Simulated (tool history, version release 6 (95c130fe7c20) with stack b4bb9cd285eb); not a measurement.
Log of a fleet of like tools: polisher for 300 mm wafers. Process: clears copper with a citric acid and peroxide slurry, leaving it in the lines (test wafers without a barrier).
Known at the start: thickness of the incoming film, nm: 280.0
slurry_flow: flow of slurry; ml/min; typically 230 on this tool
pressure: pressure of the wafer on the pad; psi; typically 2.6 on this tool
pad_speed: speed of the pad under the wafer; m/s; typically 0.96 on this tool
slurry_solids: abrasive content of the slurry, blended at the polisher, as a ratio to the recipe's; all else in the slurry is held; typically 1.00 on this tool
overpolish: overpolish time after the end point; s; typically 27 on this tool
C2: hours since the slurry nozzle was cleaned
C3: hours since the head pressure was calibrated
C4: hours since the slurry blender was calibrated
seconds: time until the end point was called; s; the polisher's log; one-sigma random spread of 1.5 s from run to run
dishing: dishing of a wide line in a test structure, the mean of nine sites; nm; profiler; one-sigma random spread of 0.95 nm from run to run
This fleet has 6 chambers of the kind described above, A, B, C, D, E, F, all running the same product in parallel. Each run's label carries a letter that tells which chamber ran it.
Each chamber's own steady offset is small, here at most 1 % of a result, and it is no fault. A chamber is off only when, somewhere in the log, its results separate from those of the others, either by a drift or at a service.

{"hour": 3.5, "done": "chamber D: worn pad replaced by a new one"}
{"hour": 3.6, "done": "chamber B: slurry nozzle cleaned"}
{"run": "1D", "hour": 9.2, "slurry_flow": 230, "pressure": 2.6, "pad_speed": 0.96, "slurry_solids": 1.0, "overpolish": 27, "wafers polished on this pad": 35, "C2": 87.0, "C3": 140.4, "C4": 322.7, "seconds": 123.54, "dishing": 43.027}
{"hour": 14.0, "done": "chamber E: worn pad replaced by a new one"}
{"run": "2E", "hour": 18.6, "slurry_flow": 230, "pressure": 2.6, "pad_speed": 0.96, "slurry_solids": 1.0, "overpolish": 27, "wafers polished on this pad": 28, "C2": 136.2, "C3": 138.0, "C4": 105.7, "seconds": 126.26, "dishing": 40.203}
{"run": "3A", "hour": 26.2, "slurry_flow": 230, "pressure": 2.6, "pad_speed": 0.96, "slurry_solids": 1.0, "overpolish": 27, "wafers polished on this pad": 523, "C2": 308.6, "C3": 321.6, "C4": 296.1, "seconds": 126.85, "dishing": 40.364}
{"run": "4C", "hour": 34.2, "slurry_flow": 230, "pressure": 2.6, "pad_speed": 0.96, "slurry_solids": 1.0, "overpolish": 27, "wafers polished on this pad": 545, "C2": 127.8, "C3": 212.1, "C4": 48.8, "seconds": 125.3, "dishing": 41.577}
{"hour": 36.1, "done": "chamber E: slurry blender recalibrated"}
{"hour": 37.3, "done": "chamber F: slurry blender recalibrated"}
{"run": "5B", "hour": 41.8, "slurry_flow": 230, "pressure": 2.6, "pad_speed": 0.96, "slurry_solids": 0.85, "overpolish": 27, "wafers polished on this pad": 384, "C2": 38.3, "C3": 351.1, "C4": 257.4, "seconds": 128.02, "dishing": 40.082}
{"hour": 47.2, "done": "chamber A: worn pad replaced by a new one"}
{"run": "6F", "hour": 47.9, "slurry_flow": 230, "pressure": 2.6, "pad_speed": 0.96, "slurry_solids": 0.85, "overpolish": 27, "wafers polished on this pad": 628, "C2": 378.4, "C3": 577.5, "C4": 10.6, "seconds": 128.83, "dishing": 38.515}
{"hour": 53.3, "done": "chamber C: worn pad replaced by a new one"}
{"run": "7D", "hour": 55.0, "slurry_flow": 230, "pressure": 2.6, "pad_speed": 0.96, "slurry_solids": 0.85, "overpolish": 27, "wafers polished on this pad": 318, "C2": 132.8, "C3": 186.2, "C4": 368.5, "seconds": 126.89, "dishing": 39.953}
{"hour": 58.3, "done": "chamber A: slurry blender recalibrated"}
{"run": "8F", "hour": 64.5, "slurry_flow": 230, "pressure": 2.6, "pad_speed": 0.96, "slurry_solids": 0.85, "overpolish": 27, "wafers polished on this pad": 731, "C2": 395.0, "C3": 594.1, "C4": 27.2, "seconds": 130.0, "dishing": 41.159}
{"hour": 65.6, "done": "chamber F: worn pad replaced by a new one"}
{"run": "9A", "hour": 69.0, "slurry_flow": 230, "pressure": 2.6, "pad_speed": 0.96, "slurry_solids": 0.85, "overpolish": 27, "wafers polished on this pad": 134, "C2": 351.4, "C3": 364.4, "C4": 10.8, "seconds": 131.6, "dishing": 40.48}
{"hour": 72.9, "done": "chamber B: worn pad replaced by a new one"}
{"run": "10B", "hour": 73.7, "slurry_flow": 230, "pressure": 2.6, "pad_speed": 0.96, "slurry_solids": 0.85, "overpolish": 27, "wafers polished on this pad": 5, "C2": 70.2, "C3": 383.0, "C4": 289.3, "seconds": 127.41, "dishing": 39.215}
{"run": "11C", "hour": 78.5, "slurry_flow": 230, "pressure": 2.6, "pad_speed": 0.96, "slurry_solids": 1.0, "overpolish": 27, "wafers polished on this pad": 155, "C2": 172.1, "C3": 256.4, "C4": 93.1, "seconds": 124.47, "dishing": 40.703}
{"run": "12E", "hour": 85.9, "slurry_flow": 230, "pressure": 2.6, "pad_speed": 0.96, "slurry_solids": 1.0, "overpolish": 27, "wafers polished on this pad": 444, "C2": 203.5, "C3": 205.3, "C4": 49.9, "seconds": 125.18, "dishing": 39.109}
{"run": "13B", "hour": 91.2, "slurry_flow": 230, "pressure": 2.6, "pad_speed": 0.96, "slurry_solids": 1.0, "overpolish": 27, "wafers polished on this pad": 113, "C2": 87.7, "C3": 400.5, "C4": 306.8, "seconds": 125.99, "dishing": 42.425}
{"run": "14A", "hour": 99.8, "slurry_flow": 230, "pressure": 2.6, "pad_speed": 0.96, "slurry_solids": 1.0, "overpolish": 27, "wafers polished on this pad": 325, "C2": 382.2, "C3": 395.2, "C4": 41.6, "seconds": 125.43, "dishing": 40.969}
{"hour": 105.2, "done": "chamber D: slurry blender recalibrated"}
{"run": "15C", "hour": 107.4, "slurry_flow": 230, "pressure": 2.6, "pad_speed": 0.96, "slurry_solids": 1.0, "overpolish": 27, "wafers polished on this pad": 334, "C2": 201.0, "C3": 285.3, "C4": 122.0, "seconds": 124.77, "dishing": 43.397}
{"run": "16E", "hour": 116.3, "slurry_flow": 165, "pressure": 2.6, "pad_speed": 0.96, "slurry_solids": 1.0, "overpolish": 27, "wafers polished on this pad": 632, "C2": 233.9, "C3": 235.7, "C4": 80.3, "seconds": 132.79, "dishing": 38.063}
{"hour": 122.8, "done": "chamber F: slurry nozzle cleaned"}
{"run": "17D", "hour": 125.5, "slurry_flow": 165, "pressure": 2.6, "pad_speed": 0.96, "slurry_solids": 1.0, "overpolish": 27, "wafers polished on this pad": 754, "C2": 203.3, "C3": 256.7, "C4": 20.3, "seconds": 133.12, "dishing": 40.673}
{"run": "18F", "hour": 132.8, "slurry_flow": 165, "pressure": 2.6, "pad_speed": 0.96, "slurry_solids": 1.0, "overpolish": 27, "wafers polished on this pad": 415, "C2": 10.0, "C3": 662.4, "C4": 95.5, "seconds": 128.9, "dishing": 39.241}
{"run": "19B", "hour": 139.4, "slurry_flow": 165, "pressure": 2.6, "pad_speed": 0.96, "slurry_solids": 1.0, "overpolish": 27, "wafers polished on this pad": 411, "C2": 135.9, "C3": 448.7, "C4": 355.0, "seconds": 130.35, "dishing": 37.614}
{"run": "20D", "hour": 144.1, "slurry_flow": 165, "pressure": 2.6, "pad_speed": 0.96, "slurry_solids": 1.0, "overpolish": 27, "wafers polished on this pad": 869, "C2": 221.9, "C3": 275.3, "C4": 38.9, "seconds": 131.11, "dishing": 40.075}
{"hour": 149.7, "done": "chamber C: worn pad replaced by a new one"}
{"hour": 149.9, "done": "chamber A: worn pad replaced by a new one"}
{"run": "21C", "hour": 150.6, "slurry_flow": 165, "pressure": 2.6, "pad_speed": 0.96, "slurry_solids": 1.0, "overpolish": 27, "wafers polished on this pad": 6, "C2": 244.2, "C3": 328.5, "C4": 165.2, "seconds": 131.3, "dishing": 39.675}
{"hour": 151.0, "done": "chamber B: head pressure recalibrated"}
{"run": "22E", "hour": 156.0, "slurry_flow": 230, "pressure": 2.6, "pad_speed": 0.96, "slurry_solids": 1.0, "overpolish": 27, "wafers polished on this pad": 877, "C2": 273.6, "C3": 275.4, "C4": 120.0, "seconds": 124.63, "dishing": 42.422}
{"hour": 162.2, "done": "chamber E: slurry blender recalibrated"}
{"hour": 163.0, "done": "chamber D: worn pad replaced by a new one"}
{"run": "23A", "hour": 165.6, "slurry_flow": 230, "pressure": 2.6, "pad_speed": 0.96, "slurry_solids": 1.0, "overpolish": 27, "wafers polished on this pad": 97, "C2": 448.0, "C3": 461.0, "C4": 107.4, "seconds": 124.99, "dishing": 40.843}
{"run": "24F", "hour": 170.6, "slurry_flow": 230, "pressure": 2.6, "pad_speed": 0.96, "slurry_solids": 1.0, "overpolish": 27, "wafers polished on this pad": 649, "C2": 47.8, "C3": 700.2, "C4": 133.3, "seconds": 124.16, "dishing": 39.431}
{"hour": 177.0, "done": "chamber B: worn pad replaced by a new one"}
{"hour": 177.1, "done": "chamber C: head pressure recalibrated"}
{"run": "25E", "hour": 179.1, "slurry_flow": 230, "pressure": 2.6, "pad_speed": 0.96, "slurry_solids": 1.0, "overpolish": 27, "wafers polished on this pad": 1020, "C2": 296.7, "C3": 298.5, "C4": 17.0, "seconds": 122.58, "dishing": 40.661}
{"hour": 187.2, "done": "chamber F: worn pad replaced by a new one"}
{"run": "26D", "hour": 188.5, "slurry_flow": 230, "pressure": 2.6, "pad_speed": 0.96, "slurry_solids": 1.0, "overpolish": 27, "wafers polished on this pad": 157, "C2": 266.3, "C3": 319.7, "C4": 83.3, "seconds": 125.24, "dishing": 43.074}
{"hour": 190.8, "done": "chamber B: slurry blender recalibrated"}
{"run": "27A", "hour": 196.4, "slurry_flow": 230, "pressure": 2.6, "pad_speed": 0.96, "slurry_solids": 1.0, "overpolish": 27, "wafers polished on this pad": 287, "C2": 478.8, "C3": 491.8, "C4": 138.2, "seconds": 128.13, "dishing": 41.188}
{"hour": 200.3, "done": "chamber A: head pressure recalibrated"}
{"run": "28C", "hour": 206.3, "slurry_flow": 230, "pressure": 2.6, "pad_speed": 0.96, "slurry_solids": 1.0, "overpolish": 27, "wafers polished on this pad": 350, "C2": 299.9, "C3": 29.3, "C4": 220.9, "seconds": 124.45, "dishing": 42.197}
{"hour": 211.5, "done": "chamber E: worn pad replaced by a new one"}
{"run": "29F", "hour": 212.1, "slurry_flow": 230, "pressure": 2.6, "pad_speed": 0.96, "slurry_solids": 1.0, "overpolish": 27, "wafers polished on this pad": 154, "C2": 89.3, "C3": 741.7, "C4": 174.8, "seconds": 125.95, "dishing": 40.044}
{"run": "30B", "hour": 217.8, "slurry_flow": 230, "pressure": 2.6, "pad_speed": 0.96, "slurry_solids": 1.0, "overpolish": 27, "wafers polished on this pad": 252, "C2": 214.3, "C3": 66.8, "C4": 27.0, "seconds": 122.07, "dishing": 42.255}
{"run": "31F", "hour": 225.5, "slurry_flow": 230, "pressure": 2.6, "pad_speed": 0.96, "slurry_solids": 1.0, "overpolish": 27, "wafers polished on this pad": 236, "C2": 102.7, "C3": 755.1, "C4": 188.2, "seconds": 125.17, "dishing": 42.888}
{"hour": 225.9, "done": "chamber C: slurry blender recalibrated"}
{"run": "32D", "hour": 230.8, "slurry_flow": 230, "pressure": 2.6, "pad_speed": 0.96, "slurry_solids": 1.0, "overpolish": 27, "wafers polished on this pad": 419, "C2": 308.6, "C3": 362.0, "C4": 125.6, "seconds": 125.41, "dishing": 41.708}
{"run": "33C", "hour": 235.7, "slurry_flow": 230, "pressure": 2.6, "pad_speed": 0.96, "slurry_solids": 1.0, "overpolish": 27, "wafers polished on this pad": 531, "C2": 329.3, "C3": 58.7, "C4": 9.8, "seconds": 124.33, "dishing": 40.484}
{"hour": 238.8, "done": "chamber C: worn pad replaced by a new one"}
{"hour": 241.3, "done": "chamber A: worn pad replaced by a new one"}
{"run": "34B", "hour": 244.6, "slurry_flow": 230, "pressure": 2.6, "pad_speed": 0.96, "slurry_solids": 0.8, "overpolish": 15, "wafers polished on this pad": 418, "C2": 241.1, "C3": 93.6, "C4": 53.8, "seconds": 131.38, "dishing": 23.99}
{"hour": 248.8, "done": "chamber D: slurry nozzle cleaned"}
{"hour": 249.2, "done": "chamber C: slurry nozzle cleaned"}
{"run": "35A", "hour": 249.8, "slurry_flow": 230, "pressure": 2.6, "pad_speed": 0.96, "slurry_solids": 0.8, "overpolish": 15, "wafers polished on this pad": 52, "C2": 532.2, "C3": 49.5, "C4": 191.6, "seconds": 128.01, "dishing": 24.213}
{"run": "36E", "hour": 257.3, "slurry_flow": 230, "pressure": 2.6, "pad_speed": 0.96, "slurry_solids": 0.8, "overpolish": 15, "wafers polished on this pad": 283, "C2": 374.9, "C3": 376.7, "C4": 95.2, "seconds": 131.74, "dishing": 23.977}
{"run": "37A", "hour": 266.6, "slurry_flow": 230, "pressure": 2.6, "pad_speed": 0.96, "slurry_solids": 0.8, "overpolish": 15, "wafers polished on this pad": 156, "C2": 549.0, "C3": 66.3, "C4": 208.4, "seconds": 130.47, "dishing": 23.578}
{"run": "38F", "hour": 273.0, "slurry_flow": 230, "pressure": 2.6, "pad_speed": 0.96, "slurry_solids": 0.8, "overpolish": 15, "wafers polished on this pad": 530, "C2": 150.2, "C3": 802.6, "C4": 235.7, "seconds": 130.56, "dishing": 24.352}
{"run": "39B", "hour": 279.1, "slurry_flow": 230, "pressure": 2.6, "pad_speed": 0.96, "slurry_solids": 0.8, "overpolish": 15, "wafers polished on this pad": 631, "C2": 275.6, "C3": 128.1, "C4": 88.3, "seconds": 131.71, "dishing": 24.524}
{"run": "40D", "hour": 286.6, "slurry_flow": 230, "pressure": 2.6, "pad_speed": 0.96, "slurry_solids": 1.0, "overpolish": 27, "wafers polished on this pad": 764, "C2": 37.8, "C3": 417.8, "C4": 181.4, "seconds": 123.58, "dishing": 43.133}
{"run": "41C", "hour": 291.6, "slurry_flow": 230, "pressure": 2.2, "pad_speed": 0.7, "slurry_solids": 1.0, "overpolish": 27, "wafers polished on this pad": 326, "C2": 42.4, "C3": 114.6, "C4": 65.7, "seconds": 205.54, "dishing": 27.457}

Has any chamber moved away from the others, gradually or after a service, or does the common gauge drift, or do the chambers differ only by their own small steady offsets? State the chamber and the most likely cause if one applies.

Nothing is wrong: each chamber keeps only its own small, steady offset and the gauge holds still.
